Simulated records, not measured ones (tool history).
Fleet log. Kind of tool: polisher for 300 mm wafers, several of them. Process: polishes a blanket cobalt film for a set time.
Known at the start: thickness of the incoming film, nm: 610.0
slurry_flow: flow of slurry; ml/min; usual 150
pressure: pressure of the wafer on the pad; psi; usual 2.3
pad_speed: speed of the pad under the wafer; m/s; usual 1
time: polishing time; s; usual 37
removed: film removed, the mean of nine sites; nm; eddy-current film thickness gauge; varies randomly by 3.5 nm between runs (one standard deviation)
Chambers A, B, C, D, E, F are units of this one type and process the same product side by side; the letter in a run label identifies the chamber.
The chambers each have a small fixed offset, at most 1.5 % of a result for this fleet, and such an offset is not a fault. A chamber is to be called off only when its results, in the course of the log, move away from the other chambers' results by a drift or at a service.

run   hour  slurry_flow  pressure  pad_speed  time  wafers polished on this pad  hours since the slurry nozzle was cleaned  hours since the head pressure was calibrated  removed
       0.4  -- chamber B: slurry nozzle cleaned
       9.2  -- chamber B: head pressure recalibrated
       9.9  -- chamber C: worn pad replaced by a new one
 1D   14.1          150       2.3          1    37                          457                                      116.4                                        1064.2   229.94
 2A   27.1          150       2.3          1    37                          938                                      508.2                                          43.5   228.76
      38.3  -- chamber E: worn pad replaced by a new one
 3F   38.7          150       2.3          1    37                          831                                       94.2                                         828.8   236.79
 4B   48.8          150       2.3          1    37                         1049                                       48.5                                          39.6   234.76
      52.8  -- chamber D: worn pad replaced by a new one
      52.9  -- chamber B: worn pad replaced by a new one
 5E   55.6          100       2.3          1    30                          249                                       77.3                                         218.7   177.78
      65.9  -- chamber F: worn pad replaced by a new one
 6C   67.6          100       2.3          1    30                          832                                      174.5                                         290.2   177.49
 7E   78.0          100       2.3          1    30                          573                                       99.7                                         241.1   176.81
 8A   86.0          100       2.3          1    30                         1788                                      567.1                                         102.4   168.91
      89.3  -- chamber C: worn pad replaced by a new one
      91.7  -- chamber A: slurry nozzle cleaned
 9C   96.6          100       2.3          1    30                          106                                      203.5                                         319.2   171.07
10B  103.3          100       2.3          1    30                          728                                      103.0                                          94.1   176.01
11F  114.5          150       2.3          1    37                          702                                      170.0                                         904.6   239.20
     115.8  -- chamber B: worn pad replaced by a new one
     117.1  -- chamber E: worn pad replaced by a new one
12D  121.6          150       2.3          1    37                          994                                      223.9                                        1171.7   235.51
13E  135.3          150       2.3          1    37                          262                                      157.0                                         298.4   230.53
     135.4  -- chamber D: worn pad replaced by a new one
     136.1  -- chamber F: worn pad replaced by a new one
14A  143.2          150       2.3          1    37                         2614                                       51.6                                         159.6   228.35
15C  150.0          150       2.3          1    37                          877                                      256.9                                         372.6   233.19
     151.3  -- chamber D: head pressure recalibrated
16D  158.6          150       2.3          1    37                          335                                      260.9                                           7.3   231.36
17F  165.6          150       2.3          1    37                          426                                      221.1                                         955.7   239.06
     167.1  -- chamber C: worn pad replaced by a new one
18B  176.3          150       2.3          1    37                          873                                      176.0                                         167.1   242.10
19C  183.4          150       2.3          1    37                          235                                      290.3                                         406.0   233.05
     185.4  -- chamber E: worn pad replaced by a new one
     192.5  -- chamber B: worn pad replaced by a new one
20A  194.2          150       2.3          1    37                         3350                                      102.6                                         210.6   226.21
     199.7  -- chamber F: worn pad replaced by a new one
21E  206.7          150       2.3          1    37                          308                                      228.4                                         369.8   229.56
     213.3  -- chamber F: head pressure recalibrated
22B  218.5          150       2.3          1    37                          376                                      218.2                                         209.3   238.21
     225.9  -- chamber D: worn pad replaced by a new one
23D  227.9          150       2.3          1    37                           29                                      330.2                                          76.6   231.31
24F  238.9          200       2.3          1    48                          566                                      294.4                                          25.6   315.95
25B  249.5          200       2.3          1    48                          823                                      249.2                                         240.3   322.91
     249.9  -- chamber C: worn pad replaced by a new one
     252.8  -- chamber E: worn pad replaced by a new one
     259.4  -- chamber B: worn pad replaced by a new one
26C  259.9          200       2.3          1    48                          145                                      366.8                                         482.5   308.89
     266.2  -- chamber F: worn pad replaced by a new one
27E  271.0          200       2.3          1    48                          263                                      292.7                                         434.1   311.51
     279.2  -- chamber F: slurry nozzle cleaned
28F  280.3          200       2.3          1    48                          203                                        1.1                                          67.0   319.95
29D  292.3          200       2.3          1    48                          959                                      394.6                                         141.0   321.02
30A  298.8          150       2.3          1    37                         4860                                      207.2                                         315.2   208.40
     299.6  -- chamber E: head pressure recalibrated
     306.8  -- chamber D: worn pad replaced by a new one
31F  310.8          150       2.3          1    37                          644                                       31.6                                          97.5   237.85
32D  323.7          150       2.3          1    37                          244                                      426.0                                         172.4   231.25
     331.7  -- chamber B: worn pad replaced by a new one
     333.1  -- chamber C: worn pad replaced by a new one
     335.4  -- chamber E: worn pad replaced by a new one
33E  336.7          150       2.7          1    37                           19                                      358.4                                          37.2   274.52
     344.7  -- chamber C: head pressure recalibrated
34A  349.4          150       2.7          1    37                         5591                                      257.8                                         365.8   239.01
35C  357.4          150       2.7          1    37                          351                                      464.3                                          12.8   279.96
36B  368.9          150       2.7          1    37                          538                                      368.6                                         359.7   276.77

Decide between three cases: one chamber stands off from its peers, the gauge reading all wafers drifts, or nothing is wrong past each chamber's small offset. Where a chamber is off, say which and what most likely put it there.

One chamber, A, drifts off from the rest bit by bit.
Most likely cause: removal rate lost through wear of the pad, % = 12.5.
The log may not tell that from: slurry flow missing at the pad, %; head's pressure below its setpoint, %.

Here are 4 candidates for chamber A's next run, each the usual settings with a change, their results left as question marks. Which one brings its results back in line with what the others give on the usual settings?
Counts as in line when no further than this from what the other chambers average on the usual settings: removed 12.00 nm
37A-1  379.3          150       2.3       1.00    42                                                                                                                              ?
37A-2  379.3          150       2.6       1.14    37                                                                                                                              ?
37A-3  379.3          145       2.0       0.88    37                                                                                                                              ?
37A-4  379.3          150       2.0       1.00    37                                                                                                                              ?

Other chambers, usual settings, mean: removed 234.52 nm
  run  removed
37A-1   230.98
37A-2   262.65
37A-3   154.42
37A-4   176.70
37A-1 is the one that brings the chamber's results back in line with the other chambers.
